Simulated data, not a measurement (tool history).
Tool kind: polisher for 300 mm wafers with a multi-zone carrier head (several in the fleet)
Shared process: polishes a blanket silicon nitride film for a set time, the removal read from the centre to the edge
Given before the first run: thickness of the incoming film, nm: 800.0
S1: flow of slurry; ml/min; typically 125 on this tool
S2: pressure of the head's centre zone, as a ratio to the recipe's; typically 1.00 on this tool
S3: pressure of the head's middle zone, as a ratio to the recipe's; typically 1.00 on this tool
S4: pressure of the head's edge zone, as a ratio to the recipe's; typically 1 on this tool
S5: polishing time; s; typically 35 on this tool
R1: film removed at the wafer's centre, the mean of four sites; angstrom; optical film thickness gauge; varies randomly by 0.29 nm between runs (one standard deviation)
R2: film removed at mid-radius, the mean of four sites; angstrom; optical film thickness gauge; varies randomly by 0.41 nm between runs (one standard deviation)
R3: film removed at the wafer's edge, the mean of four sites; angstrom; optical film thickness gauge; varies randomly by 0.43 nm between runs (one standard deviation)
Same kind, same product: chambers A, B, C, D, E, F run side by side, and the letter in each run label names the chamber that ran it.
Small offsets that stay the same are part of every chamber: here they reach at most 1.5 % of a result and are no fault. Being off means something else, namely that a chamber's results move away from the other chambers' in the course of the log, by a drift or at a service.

{"hour": 3.5, "done": "chamber A: worn pad replaced by a new one"}
{"run": "1D", "hour": 9.6, "S1": 125, "S2": 1.0, "S3": 1.0, "S4": 1, "S5": 35, "R1": 440.95, "R2": 440.57, "R3": 444.72}
{"run": "2A", "hour": 16.5, "S1": 125, "S2": 1.0, "S3": 1.0, "S4": 1, "S5": 35, "R1": 448.48, "R2": 438.98, "R3": 443.45}
{"run": "3F", "hour": 28.1, "S1": 125, "S2": 1.0, "S3": 1.0, "S4": 1, "S5": 35, "R1": 451.32, "R2": 452.4, "R3": 457.74}
{"hour": 32.8, "done": "chamber E: worn pad replaced by a new one"}
{"run": "4C", "hour": 33.7, "S1": 125, "S2": 1.0, "S3": 1.0, "S4": 1, "S5": 35, "R1": 447.87, "R2": 445.29, "R3": 450.78}
{"hour": 39.8, "done": "chamber D: worn pad replaced by a new one"}
{"run": "5B", "hour": 43.3, "S1": 125, "S2": 1.0, "S3": 1.0, "S4": 1, "S5": 35, "R1": 438.7, "R2": 446.82, "R3": 446.08}
{"run": "6E", "hour": 52.0, "S1": 125, "S2": 1.0, "S3": 1.0, "S4": 1, "S5": 35, "R1": 447.11, "R2": 440.41, "R3": 452.3}
{"run": "7D", "hour": 59.3, "S1": 125, "S2": 1.0, "S3": 1.0, "S4": 1, "S5": 35, "R1": 443.55, "R2": 440.02, "R3": 453.89}
{"run": "8F", "hour": 64.7, "S1": 125, "S2": 1.0, "S3": 1.0, "S4": 1, "S5": 35, "R1": 449.08, "R2": 451.3, "R3": 446.47}
{"hour": 68.4, "done": "chamber A: slurry nozzle cleaned"}
{"hour": 72.0, "done": "chamber F: worn pad replaced by a new one"}
{"run": "9B", "hour": 72.4, "S1": 125, "S2": 1.0, "S3": 1.0, "S4": 1, "S5": 35, "R1": 443.58, "R2": 443.64, "R3": 453.15}
{"hour": 75.6, "done": "chamber C: worn pad replaced by a new one"}
{"hour": 78.3, "done": "chamber C: edge zone pressure recalibrated"}
{"run": "10A", "hour": 83.6, "S1": 125, "S2": 1.0, "S3": 1.0, "S4": 1, "S5": 35, "R1": 450.22, "R2": 444.55, "R3": 441.81}
{"run": "11C", "hour": 91.1, "S1": 125, "S2": 1.0, "S3": 1.0, "S4": 1, "S5": 35, "R1": 445.54, "R2": 440.72, "R3": 448.84}
{"run": "12E", "hour": 97.1, "S1": 125, "S2": 1.0, "S3": 1.0, "S4": 1, "S5": 35, "R1": 443.37, "R2": 441.98, "R3": 437.19}
{"run": "13C", "hour": 105.6, "S1": 125, "S2": 1.0, "S3": 1.0, "S4": 1, "S5": 35, "R1": 446.84, "R2": 437.23, "R3": 444.9}
{"run": "14F", "hour": 115.2, "S1": 125, "S2": 1.0, "S3": 1.09, "S4": 1, "S5": 44, "R1": 561.98, "R2": 605.67, "R3": 566.06}
{"hour": 120.0, "done": "chamber D: edge zone pressure recalibrated"}
{"run": "15A", "hour": 121.5, "S1": 125, "S2": 1.0, "S3": 1.09, "S4": 1, "S5": 44, "R1": 564.18, "R2": 608.14, "R3": 551.57}
{"hour": 127.6, "done": "chamber F: centre zone pressure recalibrated"}
{"hour": 129.4, "done": "chamber B: worn pad replaced by a new one"}
{"run": "16D", "hour": 129.7, "S1": 125, "S2": 1.0, "S3": 1.09, "S4": 1, "S5": 44, "R1": 562.53, "R2": 605.04, "R3": 561.96}
{"run": "17E", "hour": 140.4, "S1": 125, "S2": 1.0, "S3": 1.09, "S4": 1, "S5": 44, "R1": 561.36, "R2": 595.25, "R3": 559.3}
{"hour": 144.1, "done": "chamber F: worn pad replaced by a new one"}
{"hour": 145.4, "done": "chamber B: centre zone pressure recalibrated"}
{"run": "18B", "hour": 149.1, "S1": 125, "S2": 1.0, "S3": 1.09, "S4": 1, "S5": 44, "R1": 563.29, "R2": 603.95, "R3": 555.54}
{"hour": 152.2, "done": "chamber A: worn pad replaced by a new one"}
{"run": "19F", "hour": 158.3, "S1": 125, "S2": 1.0, "S3": 1.09, "S4": 1, "S5": 44, "R1": 529.84, "R2": 610.13, "R3": 564.54}
{"hour": 164.7, "done": "chamber C: slurry nozzle cleaned"}
{"run": "20B", "hour": 167.2, "S1": 125, "S2": 1.0, "S3": 1.0, "S4": 1, "S5": 35, "R1": 445.1, "R2": 446.97, "R3": 455.82}
{"run": "21C", "hour": 173.1, "S1": 125, "S2": 1.0, "S3": 1.0, "S4": 1, "S5": 35, "R1": 445.36, "R2": 439.13, "R3": 443.54}
{"run": "22D", "hour": 183.0, "S1": 125, "S2": 1.0, "S3": 1.0, "S4": 1, "S5": 35, "R1": 437.37, "R2": 440.31, "R3": 447.76}
{"hour": 185.1, "done": "chamber D: worn pad replaced by a new one"}
{"run": "23A", "hour": 188.7, "S1": 125, "S2": 0.92, "S3": 1.0, "S4": 1, "S5": 27, "R1": 315.82, "R2": 342.25, "R3": 345.66}
{"run": "24E", "hour": 195.4, "S1": 125, "S2": 0.92, "S3": 1.0, "S4": 1, "S5": 27, "R1": 311.72, "R2": 340.42, "R3": 340.75}
{"hour": 197.3, "done": "chamber F: edge zone pressure recalibrated"}
{"run": "25D", "hour": 204.3, "S1": 125, "S2": 0.92, "S3": 1.0, "S4": 1, "S5": 27, "R1": 314.49, "R2": 342.48, "R3": 350.06}
{"run": "26F", "hour": 212.5, "S1": 125, "S2": 0.92, "S3": 1.0, "S4": 1, "S5": 27, "R1": 295.25, "R2": 349.02, "R3": 348.42}
{"hour": 215.4, "done": "chamber C: worn pad replaced by a new one"}
{"hour": 217.1, "done": "chamber E: worn pad replaced by a new one"}
{"run": "27A", "hour": 219.1, "S1": 125, "S2": 0.92, "S3": 1.0, "S4": 1, "S5": 27, "R1": 315.05, "R2": 339.88, "R3": 351.78}
{"run": "28E", "hour": 228.6, "S1": 125, "S2": 0.92, "S3": 1.0, "S4": 1, "S5": 27, "R1": 314.64, "R2": 340.23, "R3": 335.59}
{"hour": 234.3, "done": "chamber F: worn pad replaced by a new one"}
{"run": "29B", "hour": 236.1, "S1": 90, "S2": 1.0, "S3": 1.0, "S4": 1, "S5": 35, "R1": 403.25, "R2": 400.37, "R3": 418.81}
{"run": "30C", "hour": 244.3, "S1": 90, "S2": 1.0, "S3": 1.0, "S4": 1, "S5": 35, "R1": 411.79, "R2": 411.24, "R3": 421.92}
{"run": "31E", "hour": 254.5, "S1": 90, "S2": 1.0, "S3": 1.0, "S4": 1, "S5": 35, "R1": 401.08, "R2": 400.91, "R3": 417.67}
{"run": "32F", "hour": 261.5, "S1": 90, "S2": 1.0, "S3": 1.0, "S4": 1, "S5": 35, "R1": 372.35, "R2": 410.28, "R3": 420.14}
{"run": "33C", "hour": 269.0, "S1": 90, "S2": 1.0, "S3": 1.0, "S4": 1, "S5": 35, "R1": 407.57, "R2": 411.14, "R3": 422.86}
{"run": "34D", "hour": 279.6, "S1": 90, "S2": 1.0, "S3": 1.0, "S4": 1, "S5": 35, "R1": 405.59, "R2": 403.21, "R3": 422.91}
{"run": "35B", "hour": 290.0, "S1": 125, "S2": 1.0, "S3": 1.0, "S4": 1, "S5": 35, "R1": 449.3, "R2": 445.44, "R3": 451.99}
{"run": "36A", "hour": 298.8, "S1": 125, "S2": 1.0, "S3": 1.0, "S4": 1, "S5": 35, "R1": 443.69, "R2": 449.86, "R3": 444.12}
{"hour": 304.8, "done": "chamber F: worn pad replaced by a new one"}
{"run": "37F", "hour": 310.1, "S1": 125, "S2": 1.0, "S3": 1.0, "S4": 1, "S5": 35, "R1": 413.4, "R2": 451.18, "R3": 448.76}
{"hour": 310.9, "done": "chamber A: worn pad replaced by a new one"}
{"run": "38D", "hour": 316.3, "S1": 155, "S2": 1.0, "S3": 1.0, "S4": 1, "S5": 26, "R1": 345.39, "R2": 346.79, "R3": 344.25}
{"hour": 316.5, "done": "chamber A: slurry nozzle cleaned"}
{"run": "39C", "hour": 324.6, "S1": 155, "S2": 1.0, "S3": 1.0, "S4": 1, "S5": 26, "R1": 348.85, "R2": 344.87, "R3": 338.51}
{"run": "40A", "hour": 330.2, "S1": 155, "S2": 1.0, "S3": 1.0, "S4": 1, "S5": 26, "R1": 353.63, "R2": 346.72, "R3": 344.82}

The same settings go to every chamber for the next run, one line per chamber below. Forecast the results for each:
{"run": "41A", "hour": 338.7, "S1": 125, "S2": 1.0, "S3": 1.0, "S4": 1, "S5": 43, "R1": "?", "R2": "?", "R3": "?"}
{"run": "41B", "hour": 338.7, "S1": 125, "S2": 1.0, "S3": 1.0, "S4": 1, "S5": 43, "R1": "?", "R2": "?", "R3": "?"}
{"run": "41C", "hour": 338.7, "S1": 125, "S2": 1.0, "S3": 1.0, "S4": 1, "S5": 43, "R1": "?", "R2": "?", "R3": "?"}
{"run": "41D", "hour": 338.7, "S1": 125, "S2": 1.0, "S3": 1.0, "S4": 1, "S5": 43, "R1": "?", "R2": "?", "R3": "?"}
{"run": "41E", "hour": 338.7, "S1": 125, "S2": 1.0, "S3": 1.0, "S4": 1, "S5": 43, "R1": "?", "R2": "?", "R3": "?"}
{"run": "41F", "hour": 338.7, "S1": 125, "S2": 1.0, "S3": 1.0, "S4": 1, "S5": 43, "R1": "?", "R2": "?", "R3": "?"}

run=41A R1=552.84 R2=549.84 R3=545.67
run=41B R1=540.19 R2=539.32 R3=551.42
run=41C R1=551.77 R2=549.74 R3=550.83
run=41D R1=544.15 R2=539.13 R3=555.11
run=41E R1=539.74 R2=540.67 R3=544.28
run=41F R1=514.60 R2=544.16 R3=549.07
